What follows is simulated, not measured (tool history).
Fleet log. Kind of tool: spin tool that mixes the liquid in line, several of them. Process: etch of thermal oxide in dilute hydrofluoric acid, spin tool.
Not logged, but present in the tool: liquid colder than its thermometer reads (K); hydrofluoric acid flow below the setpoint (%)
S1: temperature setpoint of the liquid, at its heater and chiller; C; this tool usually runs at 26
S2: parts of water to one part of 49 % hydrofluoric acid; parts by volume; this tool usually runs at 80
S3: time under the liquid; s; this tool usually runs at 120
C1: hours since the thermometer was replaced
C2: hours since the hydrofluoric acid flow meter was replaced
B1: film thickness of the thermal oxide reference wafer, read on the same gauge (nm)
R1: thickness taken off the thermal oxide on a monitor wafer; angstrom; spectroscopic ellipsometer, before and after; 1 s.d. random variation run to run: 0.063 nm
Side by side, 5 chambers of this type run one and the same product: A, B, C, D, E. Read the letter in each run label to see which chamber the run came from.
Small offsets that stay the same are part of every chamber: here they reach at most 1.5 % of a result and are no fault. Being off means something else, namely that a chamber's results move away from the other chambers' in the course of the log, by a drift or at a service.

Run 1E, hour 4.8: usual settings; C1 1807.0; C2 134.1; B1 80.009. Result: R1 78.484 angstrom.
Run 2B, hour 11.0: usual settings; C1 257.6; C2 1778.9; B1 80.014. Result: R1 78.672 angstrom.
Run 3C, hour 16.9: usual settings; C1 411.9; C2 1088.0; B1 79.999. Result: R1 78.999 angstrom.
Run 4D, hour 20.4: usual settings; C1 148.8; C2 808.9; B1 79.986. Result: R1 78.272 angstrom.
Run 5A, hour 26.3: usual settings; C1 867.1; C2 343.6; B1 79.996. Result: R1 77.804 angstrom.
Run 6B, hour 33.1: usual settings but S3 85 s; C1 279.7; C2 1801.0; B1 80.003. Result: R1 56.016 angstrom.
Run 7E, hour 39.2: usual settings but S3 85 s; C1 1841.4; C2 168.5; B1 79.992. Result: R1 55.325 angstrom.
Run 8A, hour 46.0: usual settings but S3 85 s; C1 886.8; C2 363.3; B1 79.984. Result: R1 54.241 angstrom.
Run 9D, hour 49.6: usual settings but S3 85 s; C1 178.0; C2 838.1; B1 80.021. Result: R1 55.165 angstrom.
Run 10C, hour 55.3: usual settings but S3 85 s; C1 450.3; C2 1126.4; B1 80.006. Result: R1 56.243 angstrom.
Run 11B, hour 62.1: usual settings; C1 308.7; C2 1830.0; B1 79.975. Result: R1 78.762 angstrom.
Run 12E, hour 67.2: usual settings; C1 1869.4; C2 196.5; B1 79.997. Result: R1 77.961 angstrom.
Run 13A, hour 72.9: usual settings; C1 913.7; C2 390.2; B1 80.006. Result: R1 77.364 angstrom.
Run 14D, hour 76.2: usual settings; C1 204.6; C2 864.7; B1 80.015. Result: R1 78.185 angstrom.
Run 15C, hour 83.0: usual settings; C1 478.0; C2 1154.1; B1 80.002. Result: R1 78.457 angstrom.
Run 16C, hour 87.5: usual settings; C1 482.5; C2 1158.6; B1 80.003. Result: R1 79.228 angstrom.
Run 17D, hour 91.8: usual settings; C1 220.2; C2 880.3; B1 79.986. Result: R1 78.458 angstrom.
Run 18E, hour 98.9: usual settings; C1 1901.1; C2 228.2; B1 80.003. Result: R1 78.056 angstrom.
Run 19A, hour 102.1: usual settings; C1 942.9; C2 419.4; B1 79.984. Result: R1 77.978 angstrom.
Run 20B, hour 105.3: usual settings; C1 351.9; C2 1873.2; B1 79.994. Result: R1 78.035 angstrom.
Run 21B, hour 109.2: usual settings but S2 105 parts by volume, S3 165 s; C1 355.8; C2 1877.1; B1 79.988. Result: R1 79.984 angstrom.
Run 22A, hour 114.8: usual settings but S2 105 parts by volume, S3 165 s; C1 955.6; C2 432.1; B1 79.993. Result: R1 78.082 angstrom.
At hour 116.4: chamber B: hydrofluoric acid flow meter replaced.
Run 23C, hour 118.9: usual settings but S2 105 parts by volume, S3 165 s; C1 513.9; C2 1190.0; B1 80.008. Result: R1 78.674 angstrom.
Run 24D, hour 125.6: usual settings but S2 105 parts by volume, S3 165 s; C1 254.0; C2 914.1; B1 80.007. Result: R1 80.341 angstrom.
Run 25E, hour 129.6: usual settings but S2 105 parts by volume, S3 165 s; C1 1931.8; C2 258.9; B1 79.989. Result: R1 78.912 angstrom.
Run 26D, hour 133.0: usual settings but S3 95 s; C1 261.4; C2 921.5; B1 80.000. Result: R1 61.788 angstrom.
Run 27E, hour 139.6: usual settings but S3 95 s; C1 1941.8; C2 268.9; B1 80.025. Result: R1 61.701 angstrom.
Run 28A, hour 145.8: usual settings but S3 95 s; C1 986.6; C2 463.1; B1 79.992. Result: R1 61.149 angstrom.
Run 29B, hour 150.5: usual settings but S3 95 s; C1 397.1; C2 34.1; B1 80.007. Result: R1 63.317 angstrom.
Run 30C, hour 157.5: usual settings but S3 95 s; C1 552.5; C2 1228.6; B1 80.011. Result: R1 59.641 angstrom.
Run 31C, hour 161.4: usual settings; C1 556.4; C2 1232.5; B1 80.000. Result: R1 74.503 angstrom.
Run 32E, hour 166.3: usual settings; C1 1968.5; C2 295.6; B1 79.978. Result: R1 78.445 angstrom.
Run 33B, hour 170.2: usual settings; C1 416.8; C2 53.8; B1 79.983. Result: R1 79.590 angstrom.
Run 34D, hour 174.0: usual settings; C1 302.4; C2 962.5; B1 79.986. Result: R1 79.906 angstrom.
Run 35A, hour 180.8: usual settings; C1 1021.6; C2 498.1; B1 80.016. Result: R1 77.311 angstrom.
Run 36C, hour 187.2: usual settings but S2 100 parts by volume; C1 582.2; C2 1258.3; B1 80.008. Result: R1 57.768 angstrom.
Run 37A, hour 193.4: usual settings but S2 100 parts by volume; C1 1034.2; C2 510.7; B1 80.005. Result: R1 60.939 angstrom.
Run 38D, hour 196.7: usual settings but S2 100 parts by volume; C1 325.1; C2 985.2; B1 79.984. Result: R1 61.267 angstrom.
Run 39E, hour 202.3: usual settings but S2 100 parts by volume; C1 2004.5; C2 331.6; B1 80.000. Result: R1 61.074 angstrom.
Run 40B, hour 205.5: usual settings but S2 100 parts by volume; C1 452.1; C2 89.1; B1 80.006. Result: R1 61.671 angstrom.
Run 41C, hour 210.9: usual settings; C1 605.9; C2 1282.0; B1 80.008. Result: R1 71.484 angstrom.

Decide between three cases: one chamber stands off from its peers, the gauge reading all wafers drifts, or nothing is wrong past each chamber's small offset. Where a chamber is off, say which and what most likely put it there.

Little by little, chamber C moves away from the other chambers.
Cause: hydrofluoric acid flow below the setpoint (%) = 7.62.
From this log alone, it may not be told apart from: liquid colder than its thermometer reads (K).

Chamber C could run next with any of the 4 candidate recipes listed below; each alters the usual settings, and their results appear as question marks. Which one brings its results back in line with what the other chambers deliver on the usual settings?
A result is in line if it is within this distance of the other chambers' mean on the usual settings: R1 2.200 angstrom
Run 42C-1, hour 216.1: usual settings but S3 110 s. Result: R1 ?.
Run 42C-2, hour 216.1: usual settings but S1 27 C. Result: R1 ?.
Run 42C-3, hour 216.1: usual settings but S3 115 s. Result: R1 ?.
Run 42C-4, hour 216.1: usual settings but S3 130 s. Result: R1 ?.

The mean the other chambers reach with the usual settings: R1 78.129 angstrom
  run      R1
42C-1  65.517
42C-2  74.355
42C-3  68.495
42C-4  77.429
It is 42C-4 that realigns the chamber with its peers.
